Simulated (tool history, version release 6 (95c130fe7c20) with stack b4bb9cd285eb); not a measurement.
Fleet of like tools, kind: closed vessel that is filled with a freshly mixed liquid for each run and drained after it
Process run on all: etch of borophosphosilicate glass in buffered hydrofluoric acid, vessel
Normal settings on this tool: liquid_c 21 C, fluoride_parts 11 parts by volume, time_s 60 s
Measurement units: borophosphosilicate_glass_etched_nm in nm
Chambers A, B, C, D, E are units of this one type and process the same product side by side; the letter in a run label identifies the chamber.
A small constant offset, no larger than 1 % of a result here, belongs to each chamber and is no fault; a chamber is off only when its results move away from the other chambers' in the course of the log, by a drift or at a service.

run,hour,liquid_c,fluoride_parts,time_s,hours since the thermometer was replaced,hours since the hydrofluoric acid flow meter was replaced,"read-back film thickness of the borophosphosilicate glass reference wafer, read on the same gauge (nm)",borophosphosilicate_glass_etched_nm
1D,5.5,21,11,60,22.1,334.5,69.992,98.616
2E,11.2,21,11,60,237.7,1259.7,70.007,101.09
3B,19.3,21,11,60,1901.2,145.8,70.031,99.342
4C,27.7,21,11,60,259.8,150.9,70.008,99.054
5A,36.2,21,11,60,563.1,469.5,70.008,98.161
6A,43.5,21,11,60,570.4,476.8,70.005,97.851
# hour 45.5: chamber A: thermometer replaced
# hour 48.2: chamber E: hydrofluoric acid flow meter replaced
7C,49.3,21,11,60,281.4,172.5,70.009,98.404
8D,59.3,21,11,60,75.9,388.3,70.008,100.97
9B,65.9,21,11,60,1947.8,192.4,69.986,98.109
10E,74.5,21,11,60,301,26.4,70.017,99.078
11E,81.9,21,11,60,308.4,33.8,69.994,99.605
12B,86.9,18,11,60,1968.8,213.4,70,83.543
13C,92.1,18,11,60,324.2,215.3,70.005,83.45
14D,101.4,18,11,60,118,430.4,69.99,85.672
15A,108.1,18,11,60,62.7,541.4,70.028,82.276
16D,115.2,18,11,60,131.8,444.2,69.989,84.313
17E,123.8,21,11,60,350.3,75.7,69.999,99.545
18A,129.9,21,11,60,84.5,563.2,69.991,97.654
19B,136,21,11,60,2017.9,262.5,69.982,98.474
20C,142.5,21,8,60,374.6,265.7,69.994,131.23
21B,151.9,21,8,60,2033.8,278.4,70.001,129.74
22E,161,21,8,60,387.5,112.9,70.017,127.92
23C,166.7,21,8,60,398.8,289.9,69.985,132.31
24D,175.6,21,8,60,192.2,504.6,69.983,133.33
25A,180.7,21,11,60,135.3,614,70.003,97.956
26A,190.6,21,11,60,145.2,623.9,70.021,98.16
27E,200.3,21,11,60,426.8,152.2,70.009,94.113
28D,206,21,11,60,222.6,535,69.973,98.099
29B,214.5,21,11,60,2096.4,341,70.011,98.281
30C,219.3,21,11,60,451.4,342.5,69.978,99.168
31B,225.3,21,11,60,2107.2,351.8,70,97.454
32D,235.2,23.5,7.5,60,251.8,564.2,69.989,166.92
33E,244.9,23.5,7.5,60,471.4,196.8,69.985,152.76
34A,252.9,23.5,7.5,60,207.5,686.2,70.005,163.86
35C,258.8,23.5,7.5,60,490.9,382,69.986,163.41
36A,265.5,23.5,7.5,60,220.1,698.8,69.993,162.41

Is one chamber off against the others, does the gauge drift, or is nothing wrong? If a chamber is off, say which, and what the likeliest cause is.

Little by little, chamber E moves away from the other chambers.
Most likely cause: liquid colder than its thermometer reads (K) = 1.72.
The log may not separate it from: hydrofluoric acid flow below the setpoint (%).

Chamber E could run next with any of the 4 candidate recipes listed below; each alters the usual settings, and their results appear as question marks. Which one brings its results back in line with what the other chambers deliver on the usual settings?
Maximum distance from the other chambers' mean on the usual settings for a result to count as in line: borophosphosilicate_glass_etched_nm 2.9 nm
37E-1,272.6,21.5,11,60,,,,?
37E-2,272.6,21,11,65,,,,?
37E-3,272.6,20.5,11,60,,,,?
37E-4,272.6,21,12,60,,,,?

The mean the other chambers reach with the usual settings: borophosphosilicate_glass_etched_nm 98.799 nm
run,borophosphosilicate_glass_etched_nm
37E-1,93.213
37E-2,98.219
37E-3,88.226
37E-4,83.326
Change 37E-2 lands the chamber within the allowed miss of the other chambers.

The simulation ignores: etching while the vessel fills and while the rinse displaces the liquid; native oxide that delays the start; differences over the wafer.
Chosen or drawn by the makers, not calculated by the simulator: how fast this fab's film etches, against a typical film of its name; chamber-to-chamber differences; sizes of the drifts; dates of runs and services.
